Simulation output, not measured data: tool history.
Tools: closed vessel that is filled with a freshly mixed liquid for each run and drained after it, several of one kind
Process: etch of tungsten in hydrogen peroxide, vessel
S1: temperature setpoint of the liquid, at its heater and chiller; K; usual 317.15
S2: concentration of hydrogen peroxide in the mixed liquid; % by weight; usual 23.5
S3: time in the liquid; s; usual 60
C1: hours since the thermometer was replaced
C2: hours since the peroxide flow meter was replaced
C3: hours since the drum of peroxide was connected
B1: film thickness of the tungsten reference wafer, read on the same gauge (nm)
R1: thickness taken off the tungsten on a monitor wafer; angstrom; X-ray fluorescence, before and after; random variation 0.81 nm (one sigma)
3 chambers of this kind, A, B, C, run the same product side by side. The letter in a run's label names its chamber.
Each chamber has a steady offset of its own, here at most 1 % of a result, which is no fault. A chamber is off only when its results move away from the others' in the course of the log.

run   hour      S1    S2  S3      C1     C2     C3      B1       R1
 1A    8.1  317.15  23.5  60  1864.1  597.4  794.2  89.982  1101.50
      14.4  -- chamber A: new drum of peroxide connected
 2C   14.6  317.15  23.5  60   292.6  595.2  743.2  89.996  1107.80
 3B   21.4  317.15  23.5  60   551.0  411.2  234.7  90.003  1105.60
 4B   28.9  317.15  23.5  60   558.5  418.7  242.2  89.985  1123.10
 5C   35.6  317.15  23.5  60   313.6  616.2  764.2  90.000  1106.70
 6A   46.5  317.15  23.5  60  1902.5  635.8   32.2  90.025  1098.50
 7C   54.1  317.15  23.5  60   332.1  634.7  782.7  90.000  1118.30
 8B   65.8  317.15  23.5  60   595.4  455.6  279.1  90.000  1111.80
 9A   71.0  317.15  23.5  60  1927.0  660.3   56.7  89.991  1115.70
10B   81.7  317.15  23.5  60   611.3  471.5  295.0  89.971  1116.50
11C   89.7  317.15  23.5  60   367.7  670.3  818.3  90.007  1108.70
12A   96.7  317.15  23.5  60  1952.7  686.0   82.4  89.987  1116.80
13B  105.9  313.65  23.5  60   635.5  495.7  319.2  89.974   900.96
14A  111.2  313.65  23.5  60  1967.2  700.5   96.9  89.999   897.34
15C  119.8  313.65  23.5  60   397.8  700.4  848.4  90.019   873.71
16B  131.3  317.15  23.5  60   660.9  521.1  344.6  90.018  1123.20
17A  138.5  317.15  23.5  60  1994.5  727.8  124.2  89.994  1128.30
18C  145.1  317.15  23.5  60   423.1  725.7  873.7  90.027  1110.80
19A  152.7  317.15  23.5  60  2008.7  742.0  138.4  89.987  1121.60
20C  161.6  317.15  23.5  60   439.6  742.2  890.2  90.020  1103.30
21B  167.3  317.15  23.5  60   696.9  557.1  380.6  90.023  1106.40
22B  175.2  317.15  23.5  60   704.8  565.0  388.5  89.996  1108.40
23C  186.3  317.15  19.5  60   464.3  766.9  914.9  90.010  1005.40
24A  191.9  317.15  19.5  60  2047.9  781.2  177.6  90.003  1011.20
25A  198.6  317.15  19.5  60  2054.6  787.9  184.3  89.981  1010.60
26C  207.9  317.15  23.5  60   485.9  788.5  936.5  90.002  1114.50
27B  214.6  317.15  23.5  60   744.2  604.4  427.9  89.991  1111.40
     224.7  -- chamber A: thermometer replaced
28A  226.5  317.15  23.5  60     1.9  815.8  212.2  89.989  1114.10
29B  234.3  310.15  23.5  60   763.9  624.1  447.6  89.977   720.43
     238.6  -- chamber C: new drum of peroxide connected
30C  241.2  310.15  23.5  60   519.2  821.8    2.7  90.024   698.97
31C  251.9  310.15  23.5  60   529.9  832.5   13.4  89.998   704.62
32A  260.0  317.15  23.5  60    35.4  849.3  245.7  89.990  1109.40
33B  267.6  326.15  23.5  60   797.2  657.4  480.9  89.979  1936.00
34A  273.3  326.15  23.5  60    48.7  862.6  259.0  89.999  1940.50
35C  283.2  326.15  23.5  60   561.2  863.8   44.7  89.997  1894.40
36B  294.5  325.65  17.5  60   824.1  684.3  507.8  90.001  1634.10
37B  302.9  325.65  17.5  60   832.5  692.7  516.2  90.013  1612.30
38A  311.4  325.65  17.5  60    86.8  900.7  297.1  90.010  1633.50
39C  318.5  317.15  23.5  60   596.5  899.1   80.0  90.025  1109.10
40C  325.7  317.15  23.5  60   603.7  906.3   87.2  89.985  1107.70

Is one chamber off against the others, does the gauge drift, or is nothing wrong? If a chamber is off, say which, and what the likeliest cause is.

No chamber stands off beyond its own small offset, and the gauge holds steady.
